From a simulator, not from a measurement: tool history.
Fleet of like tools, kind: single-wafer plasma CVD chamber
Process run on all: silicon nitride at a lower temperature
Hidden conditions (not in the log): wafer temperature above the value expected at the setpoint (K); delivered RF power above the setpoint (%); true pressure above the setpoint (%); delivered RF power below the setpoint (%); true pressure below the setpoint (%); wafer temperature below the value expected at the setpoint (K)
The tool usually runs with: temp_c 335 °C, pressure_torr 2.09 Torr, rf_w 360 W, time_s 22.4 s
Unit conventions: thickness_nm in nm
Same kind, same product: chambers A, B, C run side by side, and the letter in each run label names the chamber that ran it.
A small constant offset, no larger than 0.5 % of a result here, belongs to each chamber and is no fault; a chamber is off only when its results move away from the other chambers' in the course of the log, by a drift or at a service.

| run | hour | temp_c | pressure_torr | rf_w | time_s | hours since the last thermocouple change | hours since the last RF generator calibration | hours since the last manometer calibration | read-back reference wafer on the same gauge, thickness_nm | thickness_nm |
|---|---|---|---|---|---|---|---|---|---|---|
| 1A | 3.5 | 335 | 2.09 | 360 | 22.4 | 656.9 | 1836.3 | 1227.8 | 27.092 | 32.067 |
| 2B | 7.6 | 335 | 2.09 | 360 | 22.4 | 230.5 | 628.4 | 404.1 | 27.092 | 32.212 |
| 3C | 10.7 | 335 | 2.09 | 360 | 22.4 | 2208.4 | 995.7 | 705.4 | 27.096 | 31.771 |
| 4B | 14.6 | 335 | 2.09 | 360 | 22.4 | 237.5 | 635.4 | 411.1 | 27.105 | 32.123 |
| 5A | 17.7 | 335 | 2.09 | 360 | 22.4 | 671.1 | 1850.5 | 1242.0 | 27.110 | 32.204 |
| 6C | 21.8 | 335 | 2.09 | 360 | 22.4 | 2219.5 | 1006.8 | 716.5 | 27.096 | 31.889 |
| 7C | 26.9 | 335 | 2.09 | 360 | 22.4 | 2224.6 | 1011.9 | 721.6 | 27.082 | 31.922 |
| 8B | 30.3 | 335 | 2.09 | 360 | 22.4 | 253.2 | 651.1 | 426.8 | 27.098 | 32.130 |
| 9A | 32.9 | 335 | 2.09 | 360 | 25.5 | 686.3 | 1865.7 | 1257.2 | 27.100 | 36.573 |
| 10B | 36.5 | 335 | 2.09 | 360 | 25.5 | 259.4 | 657.3 | 433.0 | 27.101 | 36.618 |
| 11C | 41.1 | 335 | 2.09 | 360 | 25.5 | 2238.8 | 1026.1 | 735.8 | 27.089 | 36.338 |
| 12A | 43.5 | 335 | 2.09 | 360 | 22.4 | 696.9 | 1876.3 | 1267.8 | 27.089 | 31.963 |
| 13C | 47.6 | 335 | 2.09 | 360 | 22.4 | 2245.3 | 1032.6 | 742.3 | 27.089 | 31.912 |
| 14A | 52.4 | 335 | 2.09 | 360 | 22.4 | 705.8 | 1885.2 | 1276.7 | 27.082 | 32.234 |
| 15B | 54.9 | 335 | 2.09 | 360 | 22.4 | 277.8 | 675.7 | 451.4 | 27.082 | 32.208 |
| 16C | 58.0 | 335 | 2.09 | 360 | 22.4 | 2255.7 | 1043.0 | 752.7 | 27.106 | 32.032 |
| 17B | 61.3 | 335 | 2.09 | 360 | 22.4 | 284.2 | 682.1 | 457.8 | 27.110 | 32.134 |
| 18A | 65.6 | 335 | 2.09 | 360 | 22.4 | 719.0 | 1898.4 | 1289.9 | 27.075 | 32.102 |
| 19B | 68.8 | 335 | 2.09 | 360 | 22.4 | 291.7 | 689.6 | 465.3 | 27.088 | 32.034 |
| 20C | 72.4 | 335 | 2.09 | 360 | 22.4 | 2270.1 | 1057.4 | 767.1 | 27.100 | 32.026 |
| 21A | 76.2 | 335 | 2.09 | 360 | 22.4 | 729.6 | 1909.0 | 1300.5 | 27.093 | 32.057 |
| 22C | 80.4 | 335 | 2.09 | 360 | 22.4 | 2278.1 | 1065.4 | 775.1 | 27.099 | 31.957 |
| 23B | 82.9 | 335 | 2.09 | 360 | 22.4 | 305.8 | 703.7 | 479.4 | 27.114 | 31.961 |
| 24A | 87.1 | 335 | 2.09 | 360 | 22.4 | 740.5 | 1919.9 | 1311.4 | 27.100 | 32.050 |
|  | 90.8 | chamber C: thermocouple changed; heater temperature recalibrated |
| 25B | 91.9 | 335 | 2.09 | 360 | 22.4 | 314.8 | 712.7 | 488.4 | 27.112 | 31.982 |
| 26A | 96.7 | 335 | 2.09 | 360 | 22.4 | 750.1 | 1929.5 | 1321.0 | 27.113 | 32.172 |
| 27C | 101.7 | 335 | 2.09 | 360 | 22.4 | 11.0 | 1086.7 | 796.4 | 27.087 | 31.924 |
| 28B | 105.0 | 335 | 2.09 | 360 | 22.4 | 327.9 | 725.8 | 501.5 | 27.098 | 31.966 |
| 29C | 107.3 | 335 | 2.09 | 360 | 22.4 | 16.6 | 1092.3 | 802.0 | 27.089 | 31.971 |
| 30A | 110.9 | 335 | 2.09 | 360 | 22.4 | 764.3 | 1943.7 | 1335.2 | 27.108 | 31.992 |
| 31A | 115.3 | 335 | 2.09 | 360 | 22.4 | 768.7 | 1948.1 | 1339.6 | 27.095 | 32.084 |
| 32B | 117.7 | 335 | 2.09 | 360 | 22.4 | 340.6 | 738.5 | 514.2 | 27.121 | 31.824 |
| 33C | 122.6 | 335 | 2.09 | 360 | 22.4 | 31.9 | 1107.6 | 817.3 | 27.094 | 31.943 |
| 34C | 125.2 | 335 | 2.09 | 360 | 22.4 | 34.5 | 1110.2 | 819.9 | 27.096 | 31.994 |
| 35A | 128.8 | 335 | 2.09 | 360 | 22.4 | 782.2 | 1961.6 | 1353.1 | 27.099 | 32.201 |
| 36B | 132.2 | 335 | 2.09 | 360 | 22.4 | 355.1 | 753.0 | 528.7 | 27.106 | 31.666 |
| 37C | 135.3 | 335 | 2.09 | 360 | 22.4 | 44.6 | 1120.3 | 830.0 | 27.102 | 31.897 |
| 38B | 138.1 | 335 | 2.09 | 360 | 22.4 | 361.0 | 758.9 | 534.6 | 27.098 | 31.751 |
| 39A | 141.4 | 335 | 2.09 | 360 | 22.4 | 794.8 | 1974.2 | 1365.7 | 27.109 | 32.032 |
| 40C | 144.7 | 335 | 2.09 | 360 | 22.4 | 54.0 | 1129.7 | 839.4 | 27.097 | 31.834 |
| 41B | 148.0 | 335 | 2.09 | 360 | 22.4 | 370.9 | 768.8 | 544.5 | 27.103 | 31.670 |
| 42A | 151.5 | 335 | 2.09 | 360 | 22.4 | 804.9 | 1984.3 | 1375.8 | 27.088 | 32.138 |
| 43A | 154.7 | 335 | 2.09 | 360 | 22.4 | 808.1 | 1987.5 | 1379.0 | 27.093 | 32.172 |
| 44C | 158.2 | 335 | 2.09 | 360 | 22.4 | 67.5 | 1143.2 | 852.9 | 27.098 | 32.062 |

For the next run the whole fleet of 3 chambers uses the same settings. Give each chamber's results:
| 45A | 161.9 | 335 | 2.09 | 395 | 22.4 |  |  |  |  | ? |
| 45B | 161.9 | 335 | 2.09 | 395 | 22.4 |  |  |  |  | ? |
| 45C | 161.9 | 335 | 2.09 | 395 | 22.4 |  |  |  |  | ? |

| run | thickness_nm |
|---|---|
| 45A | 34.118 |
| 45B | 33.408 |
| 45C | 33.853 |
